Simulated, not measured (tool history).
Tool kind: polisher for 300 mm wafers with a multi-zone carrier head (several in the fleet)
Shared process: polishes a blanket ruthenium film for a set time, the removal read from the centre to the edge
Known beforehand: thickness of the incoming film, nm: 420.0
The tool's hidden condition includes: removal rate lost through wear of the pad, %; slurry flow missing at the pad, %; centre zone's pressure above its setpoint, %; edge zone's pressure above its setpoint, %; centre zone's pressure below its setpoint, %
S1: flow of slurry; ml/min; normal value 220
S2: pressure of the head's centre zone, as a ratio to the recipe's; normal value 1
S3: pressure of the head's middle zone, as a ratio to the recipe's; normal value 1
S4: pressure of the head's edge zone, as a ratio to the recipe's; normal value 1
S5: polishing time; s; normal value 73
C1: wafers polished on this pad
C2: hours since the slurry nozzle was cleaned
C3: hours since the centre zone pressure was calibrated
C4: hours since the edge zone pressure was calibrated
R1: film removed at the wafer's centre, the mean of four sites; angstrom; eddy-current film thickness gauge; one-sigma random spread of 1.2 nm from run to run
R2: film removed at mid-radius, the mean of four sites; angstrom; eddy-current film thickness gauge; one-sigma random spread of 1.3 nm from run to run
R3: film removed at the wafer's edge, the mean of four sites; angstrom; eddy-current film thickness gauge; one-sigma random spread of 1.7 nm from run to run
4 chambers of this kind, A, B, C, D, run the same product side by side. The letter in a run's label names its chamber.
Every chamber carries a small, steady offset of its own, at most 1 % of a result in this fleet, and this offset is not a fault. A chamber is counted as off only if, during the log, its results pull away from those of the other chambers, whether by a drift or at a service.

| run | hour | S1 | S2 | S3 | S4 | S5 | C1 | C2 | C3 | C4 | R1 | R2 | R3 |
|---|---|---|---|---|---|---|---|---|---|---|---|---|---|
| 1D | 3.6 | 220 | 1 | 1 | 1 | 73 | 140 | 177 | 366.5 | 898.8 | 1155.2 | 1144 | 1132 |
| 2C | 7.8 | 220 | 1 | 1 | 1 | 73 | 520 | 442.6 | 17.4 | 215.3 | 1139 | 1136.4 | 1161.3 |
| 3B | 13.3 | 220 | 1 | 1 | 1 | 73 | 216 | 467.5 | 745.1 | 209.2 | 1145 | 1141.9 | 1150.3 |
| 4A | 18.2 | 220 | 1 | 1 | 1 | 73 | 635 | 152.6 | 390.8 | 562 | 1139.7 | 1149.5 | 1121.3 |
| 5B | 22.2 | 220 | 1 | 1 | 1 | 73 | 266 | 476.4 | 754 | 218.1 | 1130.6 | 1144 | 1133.6 |
|  | 23.4 | chamber C: worn pad replaced by a new one |
| 6A | 25.3 | 220 | 1 | 1 | 1 | 73 | 675 | 159.7 | 397.9 | 569.1 | 1134.4 | 1154.3 | 1146.1 |
| 7D | 28.9 | 220 | 0.94 | 0.9 | 1 | 73 | 280 | 202.3 | 391.8 | 924.1 | 1069.5 | 1046.8 | 1123.3 |
| 8C | 34 | 220 | 0.94 | 0.9 | 1 | 73 | 59 | 468.8 | 43.6 | 241.5 | 1056 | 1045.9 | 1155.5 |
| 9C | 37.6 | 220 | 0.94 | 0.9 | 1 | 73 | 79 | 472.4 | 47.2 | 245.1 | 1069.3 | 1030.6 | 1153.4 |
|  | 42.2 | chamber A: worn pad replaced by a new one |
| 10B | 43 | 220 | 0.94 | 0.9 | 1 | 73 | 381 | 497.2 | 774.8 | 238.9 | 1050.5 | 1040.6 | 1146.2 |
| 11D | 46.6 | 220 | 1 | 1 | 1 | 73 | 379 | 220 | 409.5 | 941.8 | 1136.9 | 1150.9 | 1186.8 |
| 12A | 50 | 220 | 1 | 1 | 1 | 73 | 43 | 184.4 | 422.6 | 593.8 | 1144.3 | 1153.1 | 1160.3 |
| 13C | 53.2 | 220 | 1 | 1 | 1 | 73 | 166 | 488 | 62.8 | 260.7 | 1141.3 | 1137 | 1150.2 |
|  | 54.5 | chamber B: slurry nozzle cleaned |
|  | 56.1 | chamber D: centre zone pressure recalibrated |
| 14A | 57.3 | 185 | 1 | 1 | 1.04 | 73 | 84 | 191.7 | 429.9 | 601.1 | 1105 | 1130.3 | 1152.8 |
| 15D | 60.9 | 185 | 1 | 1 | 1.04 | 73 | 459 | 234.3 | 4.9 | 956.1 | 958.97 | 1111.8 | 1148.1 |
| 16B | 64.3 | 185 | 1 | 1 | 1.04 | 73 | 500 | 9.8 | 796.1 | 260.2 | 1107.4 | 1127.4 | 1125.7 |
| 17B | 68.3 | 185 | 1 | 1 | 1.04 | 73 | 522 | 13.8 | 800.1 | 264.2 | 1124.1 | 1122.3 | 1148.3 |
| 18C | 72.7 | 220 | 1 | 1 | 1 | 73 | 274 | 507.5 | 82.3 | 280.2 | 1142.9 | 1152.1 | 1164.8 |
| 19A | 77.5 | 220 | 1 | 1 | 1 | 73 | 197 | 211.9 | 450.1 | 621.3 | 1166.9 | 1149.5 | 1184.4 |
| 20D | 80.5 | 220 | 1 | 1 | 1 | 73 | 568 | 253.9 | 24.5 | 975.7 | 1020.2 | 1144 | 1121.8 |
| 21A | 83.1 | 220 | 1 | 1 | 1 | 73 | 228 | 217.5 | 455.7 | 626.9 | 1154.6 | 1144.5 | 1131.6 |
|  | 86.9 | chamber B: edge zone pressure recalibrated |
|  | 87.2 | chamber A: slurry nozzle cleaned |
| 22B | 87.5 | 220 | 1 | 1 | 1 | 73 | 629 | 33 | 819.3 | 0.6 | 1131.3 | 1119.7 | 1091.2 |
| 23D | 90.5 | 220 | 1 | 1 | 1 | 73 | 623 | 263.9 | 34.5 | 985.7 | 996.6 | 1141.1 | 1140.4 |
| 24C | 93 | 220 | 1 | 1 | 1 | 73 | 387 | 527.8 | 102.6 | 300.5 | 1138.7 | 1142.3 | 1129.1 |
|  | 94.3 | chamber C: slurry nozzle cleaned |
| 25C | 96.7 | 220 | 1 | 1 | 1 | 73 | 408 | 2.5 | 106.3 | 304.2 | 1133.8 | 1159.5 | 1152.9 |
| 26D | 101.3 | 220 | 1 | 1 | 1 | 73 | 684 | 274.7 | 45.3 | 996.5 | 986.93 | 1143.9 | 1156.6 |
| 27B | 103.9 | 220 | 1 | 1 | 1 | 73 | 721 | 49.4 | 835.7 | 17 | 1121.3 | 1129.1 | 1156.4 |
|  | 104.1 | chamber D: worn pad replaced by a new one |
| 28A | 107.5 | 220 | 1 | 1 | 1 | 73 | 364 | 20.3 | 480.1 | 651.3 | 1125.9 | 1179.9 | 1170.4 |
| 29C | 112.7 | 150 | 1 | 1 | 0.96 | 73 | 497 | 18.5 | 122.3 | 320.2 | 1059.5 | 1063.7 | 1088.5 |
| 30D | 115.8 | 150 | 1 | 1 | 0.96 | 73 | 65 | 289.2 | 59.8 | 1011 | 942.62 | 1068.5 | 1090.4 |
| 31A | 120.7 | 150 | 1 | 1 | 0.96 | 73 | 437 | 33.5 | 493.3 | 664.5 | 1075.1 | 1084.1 | 1081.3 |
| 32B | 124.2 | 150 | 1 | 1 | 0.96 | 73 | 834 | 69.7 | 856 | 37.3 | 1059.7 | 1067.8 | 1069.2 |
|  | 126.4 | chamber C: worn pad replaced by a new one |
| 33C | 128.6 | 220 | 1 | 1 | 1 | 73 | 12 | 34.4 | 138.2 | 336.1 | 1165 | 1126.4 | 1143.9 |
| 34B | 133.8 | 220 | 1 | 1 | 1 | 73 | 887 | 79.3 | 865.6 | 46.9 | 1147 | 1147.3 | 1152.4 |
| 35D | 138.4 | 220 | 1 | 1 | 1 | 73 | 191 | 311.8 | 82.4 | 1033.6 | 992.26 | 1148.8 | 1145.1 |
| 36A | 142.4 | 220 | 1 | 1.07 | 0.95 | 73 | 558 | 55.2 | 515 | 686.2 | 1145 | 1211.9 | 1110.8 |
| 37B | 147.5 | 220 | 1 | 1.07 | 0.95 | 73 | 963 | 93 | 879.3 | 60.6 | 1144.3 | 1193.9 | 1079.7 |
| 38A | 152.7 | 220 | 1 | 1.07 | 0.95 | 73 | 615 | 65.5 | 525.3 | 696.5 | 1163.5 | 1221.4 | 1093.9 |

Read the log: is a single chamber off, either drifting away or since a service, is the gauge that measures every chamber drifting, or is nothing wrong beyond small per-chamber offsets? Name any odd chamber and what most likely caused it.

A service left chamber D off against the others.
Cause: centre zone's pressure below its setpoint, % = 11.8.

Here are 4 candidates for chamber D's next run, each the usual settings with a change, their results left as question marks. Which one brings its results back in line with what the others give on the usual settings?
In-line tolerance around the mean of the other chambers on the usual settings: R1 42 angstrom; R2 45 angstrom; R3 58 angstrom
| 39D-1 | 156.6 | 215 | 0.9 | 1.02 | 1.04 | 72 |  |  |  |  | ? | ? | ? |
| 39D-2 | 156.6 | 225 | 1.1 | 0.98 | 0.96 | 74 |  |  |  |  | ? | ? | ? |
| 39D-3 | 156.6 | 215 | 0.96 | 1.01 | 1.01 | 73 |  |  |  |  | ? | ? | ? |
| 39D-4 | 156.6 | 225 | 1.04 | 0.99 | 0.99 | 73 |  |  |  |  | ? | ? | ? |

Usual-settings mean across the other chambers: R1 1138.1 angstrom; R2 1144.3 angstrom; R3 1138.8 angstrom
| run | R1 | R2 | R3 |
|---|---|---|---|
| 39D-1 | 876.69 | 1146.2 | 1148.7 |
| 39D-2 | 1129.5 | 1141.8 | 1138 |
| 39D-3 | 954.29 | 1151.4 | 1147 |
| 39D-4 | 1048.4 | 1137.1 | 1140.5 |
It is 39D-2 that realigns the chamber with its peers.
